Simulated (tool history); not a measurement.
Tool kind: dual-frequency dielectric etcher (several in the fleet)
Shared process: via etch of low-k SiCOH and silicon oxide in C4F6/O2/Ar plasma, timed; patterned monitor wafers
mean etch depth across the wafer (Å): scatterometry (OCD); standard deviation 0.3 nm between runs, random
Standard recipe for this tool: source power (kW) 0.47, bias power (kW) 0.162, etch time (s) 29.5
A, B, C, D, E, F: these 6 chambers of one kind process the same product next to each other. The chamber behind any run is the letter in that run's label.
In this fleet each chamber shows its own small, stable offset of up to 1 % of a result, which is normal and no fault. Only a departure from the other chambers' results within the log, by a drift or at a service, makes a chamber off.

| run | hour | source power (kW) | bias power (kW) | etch time (s) | hours since the last wet clean | hours since the last source power generator calibration | hours since the last bias power generator calibration | read-back reference wafer on the same gauge, depth_nm | mean etch depth across the wafer (Å) |
|---|---|---|---|---|---|---|---|---|---|
| 1A | 8.8 | 0.47 | 0.162 | 29.5 | 419.2 | 1306.1 | 808.3 | 85.691 | 718.83 |
| 2E | 16.7 | 0.47 | 0.162 | 29.5 | 323.9 | 256.3 | 3053 | 85.656 | 711.67 |
| 3F | 26.3 | 0.47 | 0.162 | 29.5 | 256.1 | 1828.9 | 3695.1 | 85.703 | 707.71 |
| 4D | 35.9 | 0.47 | 0.162 | 29.5 | 455.2 | 944.6 | 2821.4 | 85.729 | 722.26 |
| 5B | 41.8 | 0.47 | 0.162 | 29.5 | 565.2 | 394.7 | 1354.4 | 85.735 | 718.95 |
|  | 46 | chamber F: bias power generator calibrated |
|  | 51.4 | chamber B: wet clean of the chamber |
| 6C | 51.5 | 0.47 | 0.162 | 29.5 | 251.6 | 612.3 | 2606.1 | 85.734 | 713.88 |
| 7B | 58.4 | 0.47 | 0.162 | 29.5 | 7.1 | 411.3 | 1371 | 85.766 | 721.17 |
| 8C | 65.2 | 0.47 | 0.162 | 29.5 | 265.3 | 626 | 2619.8 | 85.689 | 718.38 |
| 9D | 70.5 | 0.47 | 0.162 | 29.5 | 489.8 | 979.2 | 2856 | 85.698 | 721.91 |
| 10F | 75.1 | 0.47 | 0.162 | 29.5 | 304.9 | 1877.7 | 29.1 | 85.719 | 713.04 |
| 11E | 79.7 | 0.47 | 0.162 | 29.5 | 386.9 | 319.3 | 3116 | 85.728 | 720.25 |
| 12A | 89.7 | 0.47 | 0.19 | 29.5 | 500.1 | 1387 | 889.2 | 85.668 | 760.51 |
|  | 94.7 | chamber A: wet clean of the chamber |
| 13D | 96.8 | 0.47 | 0.19 | 29.5 | 516.1 | 1005.5 | 2882.3 | 85.694 | 760.43 |
|  | 98.9 | chamber E: wet clean of the chamber |
| 14A | 104.5 | 0.47 | 0.19 | 29.5 | 9.9 | 1401.8 | 904 | 85.731 | 751.12 |
| 15E | 109.2 | 0.47 | 0.19 | 29.5 | 10.3 | 348.8 | 3145.5 | 85.701 | 754.57 |
| 16F | 116.3 | 0.47 | 0.19 | 29.5 | 346.1 | 1918.9 | 70.3 | 85.663 | 746.95 |
| 17B | 124.7 | 0.47 | 0.19 | 29.5 | 73.4 | 477.6 | 1437.3 | 85.668 | 756.53 |
|  | 130.3 | chamber D: wet clean of the chamber |
| 18C | 131.2 | 0.47 | 0.162 | 29.5 | 331.3 | 692 | 2685.8 | 85.555 | 711.02 |
| 19B | 140.2 | 0.47 | 0.162 | 29.5 | 88.9 | 493.1 | 1452.8 | 85.763 | 721.89 |
| 20E | 148.7 | 0.47 | 0.162 | 29.5 | 49.8 | 388.3 | 3185 | 85.674 | 721.1 |
| 21F | 157.6 | 0.47 | 0.162 | 29.5 | 387.4 | 1960.2 | 111.6 | 85.675 | 714.72 |
| 22C | 165.5 | 0.47 | 0.162 | 29.5 | 365.6 | 726.3 | 2720.1 | 85.71 | 706.68 |
| 23D | 173.2 | 0.55 | 0.134 | 29.5 | 42.9 | 1081.9 | 2958.7 | 85.707 | 729 |
| 24A | 182.5 | 0.55 | 0.134 | 29.5 | 87.9 | 1479.8 | 982 | 85.65 | 727.72 |
| 25B | 190 | 0.55 | 0.134 | 29.5 | 138.7 | 542.9 | 1502.6 | 85.71 | 725.06 |
| 26D | 197.8 | 0.55 | 0.134 | 29.5 | 67.5 | 1106.5 | 2983.3 | 85.72 | 728.28 |
| 27A | 205.5 | 0.55 | 0.134 | 29.5 | 110.9 | 1502.8 | 1005 | 85.763 | 725.46 |
| 28C | 211.4 | 0.55 | 0.134 | 29.5 | 411.5 | 772.2 | 2766 | 85.674 | 706.07 |
| 29F | 215.9 | 0.47 | 0.162 | 29.5 | 445.7 | 2018.5 | 169.9 | 85.642 | 709.89 |
| 30E | 221 | 0.57 | 0.162 | 35.5 | 122.1 | 460.6 | 3257.3 | 85.684 | 931.82 |
| 31C | 230.5 | 0.57 | 0.162 | 35.5 | 430.6 | 791.3 | 2785.1 | 85.611 | 907.07 |
|  | 237.2 | chamber F: wet clean of the chamber |
| 32E | 239 | 0.57 | 0.162 | 35.5 | 140.1 | 478.6 | 3275.3 | 85.739 | 939.88 |
| 33A | 245.9 | 0.57 | 0.162 | 35.5 | 151.3 | 1543.2 | 1045.4 | 85.754 | 935.43 |
| 34F | 256 | 0.57 | 0.162 | 35.5 | 18.8 | 2058.6 | 210 | 85.684 | 928.2 |
| 35B | 263.2 | 0.57 | 0.162 | 35.5 | 211.9 | 616.1 | 1575.8 | 85.639 | 935.76 |
| 36D | 269.8 | 0.47 | 0.162 | 29.5 | 139.5 | 1178.5 | 3055.3 | 85.673 | 726.42 |
| 37A | 276.6 | 0.47 | 0.162 | 29.5 | 182 | 1573.9 | 1076.1 | 85.735 | 721.17 |
| 38F | 286.1 | 0.47 | 0.162 | 29.5 | 48.9 | 2088.7 | 240.1 | 85.686 | 710.17 |

Decide between three cases: one chamber stands off from its peers, the gauge reading all wafers drifts, or nothing is wrong past each chamber's small offset. Where a chamber is off, say which and what most likely put it there.

One chamber, C, drifts off from the rest bit by bit.
Most likely cause: etch rate under this chamber's usual, % = 3.01.

Which of the 4 candidates below, each the usual settings with something changed and its results left as question marks, puts chamber C back in line with what the other chambers give on the usual settings?
Counts as in line when no further than this from what the other chambers average on the usual settings: mean etch depth across the wafer (Å) 11
| 39C-1 | 293.3 | 0.5 | 0.169 | 29.5 |  |  |  |  | ? |
| 39C-2 | 293.3 | 0.48 | 0.162 | 29.5 |  |  |  |  | ? |
| 39C-3 | 293.3 | 0.46 | 0.162 | 29.5 |  |  |  |  | ? |
| 39C-4 | 293.3 | 0.47 | 0.162 | 28.5 |  |  |  |  | ? |

Other chambers, usual settings, mean: mean etch depth across the wafer (Å) 719.06
| run | mean etch depth across the wafer (Å) |
|---|---|
| 39C-1 | 720.61 |
| 39C-2 | 700.01 |
| 39C-3 | 688.22 |
| 39C-4 | 670.62 |
With 39C-1, the chamber falls back in line with the rest.
